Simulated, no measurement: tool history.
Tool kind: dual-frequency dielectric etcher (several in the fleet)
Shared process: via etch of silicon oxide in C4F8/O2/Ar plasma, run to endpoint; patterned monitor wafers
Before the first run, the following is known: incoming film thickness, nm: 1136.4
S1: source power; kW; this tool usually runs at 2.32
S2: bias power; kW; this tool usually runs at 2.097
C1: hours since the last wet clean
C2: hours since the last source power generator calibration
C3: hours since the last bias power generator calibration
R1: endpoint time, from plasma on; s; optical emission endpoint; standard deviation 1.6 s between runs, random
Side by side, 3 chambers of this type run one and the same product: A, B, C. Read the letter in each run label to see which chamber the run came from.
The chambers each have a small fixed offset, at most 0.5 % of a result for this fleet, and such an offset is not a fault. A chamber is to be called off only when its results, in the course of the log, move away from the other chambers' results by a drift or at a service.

run	hour	S1	S2	C1	C2	C3	R1
1C	6.1	2.32	2.097	201.3	991.9	2518.5	204.53
2B	14.2	2.32	2.097	14.3	1397.3	1428.5	207.74
3A	18.8	2.32	2.097	369.3	177.4	614.9	206.72
4B	25.4	2.32	2.097	25.5	1408.5	1439.7	207.44
5A	30.3	2.32	2.097	380.8	188.9	626.4	206.03
6C	39.1	2.32	2.097	234.3	1024.9	2551.5	208.31
7A	45.7	2.32	1.887	396.2	204.3	641.8	216.83
8B	50	2.32	1.887	50.1	1433.1	1464.3	215.1
9C	57.5	2.32	1.887	252.7	1043.3	2569.9	213.66
10B	65.3	2.32	2.097	65.4	1448.4	1479.6	209.59
11C	71.5	2.32	2.097	266.7	1057.3	2583.9	203.88
12A	78.7	2.32	2.097	429.2	237.3	674.8	211.2
13C	87.5	2.32	2.097	282.7	1073.3	2599.9	207.96
14B	93.5	2.32	2.097	93.6	1476.6	1507.8	209.62
15A	99	2.32	2.097	449.5	257.6	695.1	209.08
16A	105.9	2.32	2.097	456.4	264.5	702	206.66
17C	115.2	1.84	1.703	310.4	1101	2627.6	243
18B	120.4	1.84	1.703	120.5	1503.5	1534.7	242.35
19C	126.9	1.84	1.703	322.1	1112.7	2639.3	239.08
20B	132.2	2.32	2.097	132.3	1515.3	1546.5	209.86
21A	139.4	2.32	2.097	489.9	298	735.5	208.83
22C	148.2	2.32	2.097	343.4	1134	2660.6	209.57
23B	153.5	2.32	2.097	153.6	1536.6	1567.8	207.95
24A	163.1	2.32	2.097	513.6	321.7	759.2	209.9
25C	168.1	2.32	2.097	363.3	1153.9	2680.5	208.02
26B	177.2	2.32	2.097	177.3	1560.3	1591.5	208.93
27A	182.7	2.32	2.097	533.2	341.3	778.8	206.14
# hour 187.2: chamber A: wet clean of the chamber
28A	190.5	2.32	2.097	3.3	349.1	786.6	206.01
29B	197.6	2.32	2.097	197.7	1580.7	1611.9	209.95
30C	206.9	2.73	2.302	402.1	1192.7	2719.3	188.69
31A	212.5	2.73	2.302	25.3	371.1	808.6	192.43
32C	217.6	2.73	2.302	412.8	1203.4	2730	188.91
33B	226.8	2.32	2.097	226.9	1609.9	1641.1	209.25
34A	235.5	2.32	2.097	48.3	394.1	831.6	207.93
35C	241.4	2.32	2.097	436.6	1227.2	2753.8	207.2
36B	248.9	2.74	2.097	249	1632	1663.2	195.74
37C	257.5	2.74	2.097	452.7	1243.3	2769.9	195.17
38A	265.8	2.74	2.097	78.6	424.4	861.9	196.88
39B	271	2.32	2.097	271.1	1654.1	1685.3	208.9
40C	278.2	2.32	2.097	473.4	1264	2790.6	207.67
41A	284	2.32	2.097	96.8	442.6	880.1	207.75
42B	290.7	1.86	2.097	290.8	1673.8	1705	230.54
43C	296.9	1.86	2.097	492.1	1282.7	2809.3	227.81

Each of the 3 chambers runs these same settings next. Fill in every chamber's results:
44A	303.9	2.32	2.601				?
44B	303.9	2.32	2.601				?
44C	303.9	2.32	2.601				?

run	R1
44A	194.66
44B	193.62
44C	197.2
